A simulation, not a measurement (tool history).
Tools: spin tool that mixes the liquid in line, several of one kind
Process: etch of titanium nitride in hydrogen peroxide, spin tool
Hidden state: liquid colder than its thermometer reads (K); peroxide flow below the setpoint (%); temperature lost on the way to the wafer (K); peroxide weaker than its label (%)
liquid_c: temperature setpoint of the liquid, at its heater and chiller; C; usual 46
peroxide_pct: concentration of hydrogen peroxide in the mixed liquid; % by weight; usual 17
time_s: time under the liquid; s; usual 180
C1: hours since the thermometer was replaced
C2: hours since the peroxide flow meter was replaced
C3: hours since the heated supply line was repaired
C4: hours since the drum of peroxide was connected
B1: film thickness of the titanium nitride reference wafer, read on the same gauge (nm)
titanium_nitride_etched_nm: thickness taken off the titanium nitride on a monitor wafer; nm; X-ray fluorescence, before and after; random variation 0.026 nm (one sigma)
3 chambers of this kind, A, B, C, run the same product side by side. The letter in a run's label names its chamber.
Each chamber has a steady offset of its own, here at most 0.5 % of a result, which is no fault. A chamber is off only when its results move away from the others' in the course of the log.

{"run": "1A", "day": 0.612, "liquid_c": 46, "peroxide_pct": 17, "time_s": 180, "C1": 1476.1, "C2": 211.5, "C3": 1956.8, "C4": 906.3, "B1": 89.994, "titanium_nitride_etched_nm": 3.2783}
{"run": "2C", "day": 1.233, "liquid_c": 46, "peroxide_pct": 17, "time_s": 180, "C1": 955.7, "C2": 315.4, "C3": 1496.5, "C4": 1040.8, "B1": 89.981, "titanium_nitride_etched_nm": 3.229}
{"run": "3B", "day": 1.604, "liquid_c": 46, "peroxide_pct": 17, "time_s": 180, "C1": 474.1, "C2": 1122.7, "C3": 1784.8, "C4": 1155.7, "B1": 90.011, "titanium_nitride_etched_nm": 3.2093}
{"run": "4B", "day": 2.179, "liquid_c": 46, "peroxide_pct": 17, "time_s": 180, "C1": 487.9, "C2": 1136.5, "C3": 1798.6, "C4": 1169.5, "B1": 89.983, "titanium_nitride_etched_nm": 3.2356}
{"run": "5A", "day": 2.758, "liquid_c": 46, "peroxide_pct": 17, "time_s": 180, "C1": 1527.6, "C2": 263, "C3": 2008.3, "C4": 957.8, "B1": 89.934, "titanium_nitride_etched_nm": 3.2}
{"run": "6C", "day": 3.262, "liquid_c": 46, "peroxide_pct": 17, "time_s": 180, "C1": 1004.4, "C2": 364.1, "C3": 1545.2, "C4": 1089.5, "B1": 89.985, "titanium_nitride_etched_nm": 3.2185}
{"run": "7A", "day": 3.708, "liquid_c": 46, "peroxide_pct": 17, "time_s": 180, "C1": 1550.4, "C2": 285.8, "C3": 2031.1, "C4": 980.6, "B1": 89.953, "titanium_nitride_etched_nm": 3.2735}
{"run": "8B", "day": 4.083, "liquid_c": 38, "peroxide_pct": 17, "time_s": 240, "C1": 533.6, "C2": 1182.2, "C3": 1844.3, "C4": 1215.2, "B1": 90.011, "titanium_nitride_etched_nm": 2.3606}
{"day": 4.217, "done": "chamber B: new drum of peroxide connected"}
{"run": "9C", "day": 4.729, "liquid_c": 38, "peroxide_pct": 17, "time_s": 240, "C1": 1039.6, "C2": 399.3, "C3": 1580.4, "C4": 1124.7, "B1": 89.987, "titanium_nitride_etched_nm": 2.3571}
{"run": "10A", "day": 5.212, "liquid_c": 38, "peroxide_pct": 17, "time_s": 240, "C1": 1586.5, "C2": 321.9, "C3": 2067.2, "C4": 1016.7, "B1": 89.972, "titanium_nitride_etched_nm": 2.3703}
{"run": "11C", "day": 5.783, "liquid_c": 46, "peroxide_pct": 17, "time_s": 180, "C1": 1064.9, "C2": 424.6, "C3": 1605.7, "C4": 1150, "B1": 90.015, "titanium_nitride_etched_nm": 3.2253}
{"day": 6.229, "done": "chamber A: new drum of peroxide connected"}
{"run": "12B", "day": 6.25, "liquid_c": 46, "peroxide_pct": 17, "time_s": 180, "C1": 585.6, "C2": 1234.2, "C3": 1896.3, "C4": 48.8, "B1": 90.003, "titanium_nitride_etched_nm": 3.2412}
{"run": "13C", "day": 6.667, "liquid_c": 46, "peroxide_pct": 17, "time_s": 180, "C1": 1086.1, "C2": 445.8, "C3": 1626.9, "C4": 1171.2, "B1": 89.998, "titanium_nitride_etched_nm": 3.2174}
{"run": "14B", "day": 7.225, "liquid_c": 46, "peroxide_pct": 17, "time_s": 180, "C1": 609, "C2": 1257.6, "C3": 1919.7, "C4": 72.2, "B1": 89.972, "titanium_nitride_etched_nm": 3.2056}
{"run": "15A", "day": 7.817, "liquid_c": 46, "peroxide_pct": 17, "time_s": 180, "C1": 1649, "C2": 384.4, "C3": 2129.7, "C4": 38.1, "B1": 89.996, "titanium_nitride_etched_nm": 3.2269}
{"run": "16B", "day": 8.404, "liquid_c": 46, "peroxide_pct": 17, "time_s": 180, "C1": 637.3, "C2": 1285.9, "C3": 1948, "C4": 100.5, "B1": 89.99, "titanium_nitride_etched_nm": 3.212}
{"run": "17C", "day": 8.762, "liquid_c": 46, "peroxide_pct": 17, "time_s": 180, "C1": 1136.4, "C2": 496.1, "C3": 1677.2, "C4": 1221.5, "B1": 89.998, "titanium_nitride_etched_nm": 3.2241}
{"run": "18A", "day": 9.338, "liquid_c": 46, "peroxide_pct": 17, "time_s": 180, "C1": 1685.5, "C2": 420.9, "C3": 2166.2, "C4": 74.6, "B1": 89.968, "titanium_nitride_etched_nm": 3.2481}
{"day": 9.354, "done": "chamber C: new drum of peroxide connected"}
{"run": "19A", "day": 9.821, "liquid_c": 46, "peroxide_pct": 17, "time_s": 180, "C1": 1697.1, "C2": 432.5, "C3": 2177.8, "C4": 86.2, "B1": 89.981, "titanium_nitride_etched_nm": 3.2245}
{"run": "20B", "day": 10.175, "liquid_c": 46, "peroxide_pct": 17, "time_s": 180, "C1": 679.8, "C2": 1328.4, "C3": 1990.5, "C4": 143, "B1": 89.97, "titanium_nitride_etched_nm": 3.174}
{"run": "21C", "day": 10.608, "liquid_c": 46, "peroxide_pct": 20.5, "time_s": 180, "C1": 1180.7, "C2": 540.4, "C3": 1721.5, "C4": 30.2, "B1": 89.997, "titanium_nitride_etched_nm": 3.3264}
{"day": 11.004, "done": "chamber C: thermometer replaced"}
{"run": "22B", "day": 11.062, "liquid_c": 46, "peroxide_pct": 20.5, "time_s": 180, "C1": 701.1, "C2": 1349.7, "C3": 2011.8, "C4": 164.3, "B1": 90.001, "titanium_nitride_etched_nm": 3.2993}
{"run": "23C", "day": 11.442, "liquid_c": 46, "peroxide_pct": 20.5, "time_s": 180, "C1": 10.6, "C2": 560.4, "C3": 1741.5, "C4": 50.2, "B1": 89.988, "titanium_nitride_etched_nm": 3.3466}
{"run": "24A", "day": 11.888, "liquid_c": 46, "peroxide_pct": 17, "time_s": 180, "C1": 1746.7, "C2": 482.1, "C3": 2227.4, "C4": 135.8, "B1": 90.019, "titanium_nitride_etched_nm": 3.2273}
{"run": "25B", "day": 12.5, "liquid_c": 46, "peroxide_pct": 17, "time_s": 180, "C1": 735.6, "C2": 1384.2, "C3": 2046.3, "C4": 198.8, "B1": 90.026, "titanium_nitride_etched_nm": 3.1666}
{"day": 12.638, "done": "chamber A: heated supply line repaired"}
{"run": "26C", "day": 12.858, "liquid_c": 46, "peroxide_pct": 17, "time_s": 180, "C1": 44.6, "C2": 594.4, "C3": 1775.5, "C4": 84.2, "B1": 89.999, "titanium_nitride_etched_nm": 3.2554}
{"run": "27A", "day": 13.333, "liquid_c": 46, "peroxide_pct": 17, "time_s": 180, "C1": 1781.4, "C2": 516.8, "C3": 16.8, "C4": 170.5, "B1": 90.013, "titanium_nitride_etched_nm": 3.2069}
{"run": "28B", "day": 13.692, "liquid_c": 46, "peroxide_pct": 17, "time_s": 180, "C1": 764.2, "C2": 1412.8, "C3": 2074.9, "C4": 227.4, "B1": 90.016, "titanium_nitride_etched_nm": 3.1242}
{"run": "29C", "day": 14.154, "liquid_c": 46, "peroxide_pct": 17, "time_s": 180, "C1": 75.7, "C2": 625.5, "C3": 1806.6, "C4": 115.3, "B1": 90.018, "titanium_nitride_etched_nm": 3.241}
{"run": "30A", "day": 14.492, "liquid_c": 46, "peroxide_pct": 17, "time_s": 180, "C1": 1809.2, "C2": 544.6, "C3": 44.6, "C4": 198.3, "B1": 90.039, "titanium_nitride_etched_nm": 3.2052}
{"run": "31A", "day": 15.008, "liquid_c": 46, "peroxide_pct": 14, "time_s": 180, "C1": 1821.6, "C2": 557, "C3": 57, "C4": 210.7, "B1": 89.955, "titanium_nitride_etched_nm": 3.1217}
{"day": 15.042, "done": "chamber C: heated supply line repaired"}
{"run": "32B", "day": 15.304, "liquid_c": 46, "peroxide_pct": 14, "time_s": 180, "C1": 802.9, "C2": 1451.5, "C3": 2113.6, "C4": 266.1, "B1": 89.983, "titanium_nitride_etched_nm": 2.9987}
{"run": "33C", "day": 15.808, "liquid_c": 46, "peroxide_pct": 14, "time_s": 180, "C1": 115.4, "C2": 665.2, "C3": 18.5, "C4": 155, "B1": 90.01, "titanium_nitride_etched_nm": 3.0862}
{"run": "34C", "day": 16.412, "liquid_c": 46, "peroxide_pct": 17, "time_s": 180, "C1": 129.9, "C2": 679.7, "C3": 33, "C4": 169.5, "B1": 89.983, "titanium_nitride_etched_nm": 3.224}
{"run": "35A", "day": 17.042, "liquid_c": 41, "peroxide_pct": 17, "time_s": 250, "C1": 1870.4, "C2": 605.8, "C3": 105.8, "C4": 259.5, "B1": 89.98, "titanium_nitride_etched_nm": 3.1237}
{"run": "36B", "day": 17.529, "liquid_c": 41, "peroxide_pct": 17, "time_s": 250, "C1": 856.3, "C2": 1504.9, "C3": 2167, "C4": 319.5, "B1": 90.014, "titanium_nitride_etched_nm": 2.9767}
{"run": "37C", "day": 17.925, "liquid_c": 41, "peroxide_pct": 17, "time_s": 250, "C1": 166.2, "C2": 716, "C3": 69.3, "C4": 205.8, "B1": 90.01, "titanium_nitride_etched_nm": 3.0802}
{"run": "38A", "day": 18.554, "liquid_c": 46, "peroxide_pct": 17, "time_s": 180, "C1": 1906.7, "C2": 642.1, "C3": 142.1, "C4": 295.8, "B1": 90.004, "titanium_nitride_etched_nm": 3.2345}
{"run": "39B", "day": 19.062, "liquid_c": 46, "peroxide_pct": 17, "time_s": 180, "C1": 893.1, "C2": 1541.7, "C3": 2203.8, "C4": 356.3, "B1": 89.98, "titanium_nitride_etched_nm": 3.0561}
{"run": "40C", "day": 19.371, "liquid_c": 46, "peroxide_pct": 17, "time_s": 180, "C1": 200.9, "C2": 750.7, "C3": 104, "C4": 240.5, "B1": 89.978, "titanium_nitride_etched_nm": 3.218}
{"run": "41A", "day": 19.662, "liquid_c": 46, "peroxide_pct": 17, "time_s": 180, "C1": 1933.3, "C2": 668.7, "C3": 168.7, "C4": 322.4, "B1": 89.975, "titanium_nitride_etched_nm": 3.2594}
{"run": "42B", "day": 20.171, "liquid_c": 46, "peroxide_pct": 17, "time_s": 180, "C1": 919.7, "C2": 1568.3, "C3": 2230.4, "C4": 382.9, "B1": 90.027, "titanium_nitride_etched_nm": 3.0727}
{"run": "43B", "day": 20.492, "liquid_c": 46, "peroxide_pct": 17, "time_s": 110, "C1": 927.4, "C2": 1576, "C3": 2238.1, "C4": 390.6, "B1": 89.984, "titanium_nitride_etched_nm": 1.8833}
{"run": "44A", "day": 20.817, "liquid_c": 46, "peroxide_pct": 17, "time_s": 110, "C1": 1961, "C2": 696.4, "C3": 196.4, "C4": 350.1, "B1": 90.01, "titanium_nitride_etched_nm": 1.9689}

What goes on in this fleet: one chamber off, a drifting gauge, or nothing beyond the chambers' own small offsets? Name the chamber and the cause, if any.

Chamber B drifts away from the others.
Cause: temperature lost on the way to the wafer (K) = 0.709.
The log may not tell that from: liquid colder than its thermometer reads (K).

Here are 4 candidates for chamber B's next run, each the usual settings with a change, their results left as question marks. Which one brings its results back in line with what the others give on the usual settings?
In line means no further than this from the other chambers' mean on the usual settings: titanium_nitride_etched_nm 0.09 nm
{"run": "45B-1", "day": 21.292, "liquid_c": 46, "peroxide_pct": 17, "time_s": 190, "titanium_nitride_etched_nm": "?"}
{"run": "45B-2", "day": 21.292, "liquid_c": 46, "peroxide_pct": 17, "time_s": 160, "titanium_nitride_etched_nm": "?"}
{"run": "45B-3", "day": 21.292, "liquid_c": 47, "peroxide_pct": 17, "time_s": 185, "titanium_nitride_etched_nm": "?"}
{"run": "45B-4", "day": 21.292, "liquid_c": 46, "peroxide_pct": 17, "time_s": 170, "titanium_nitride_etched_nm": "?"}

The other chambers' mean on the usual settings: titanium_nitride_etched_nm 3.2335 nm
run=45B-1 titanium_nitride_etched_nm=3.2309
run=45B-2 titanium_nitride_etched_nm=2.7207
run=45B-3 titanium_nitride_etched_nm=3.393
run=45B-4 titanium_nitride_etched_nm=2.8908
45B-1 brings the chamber back in line.
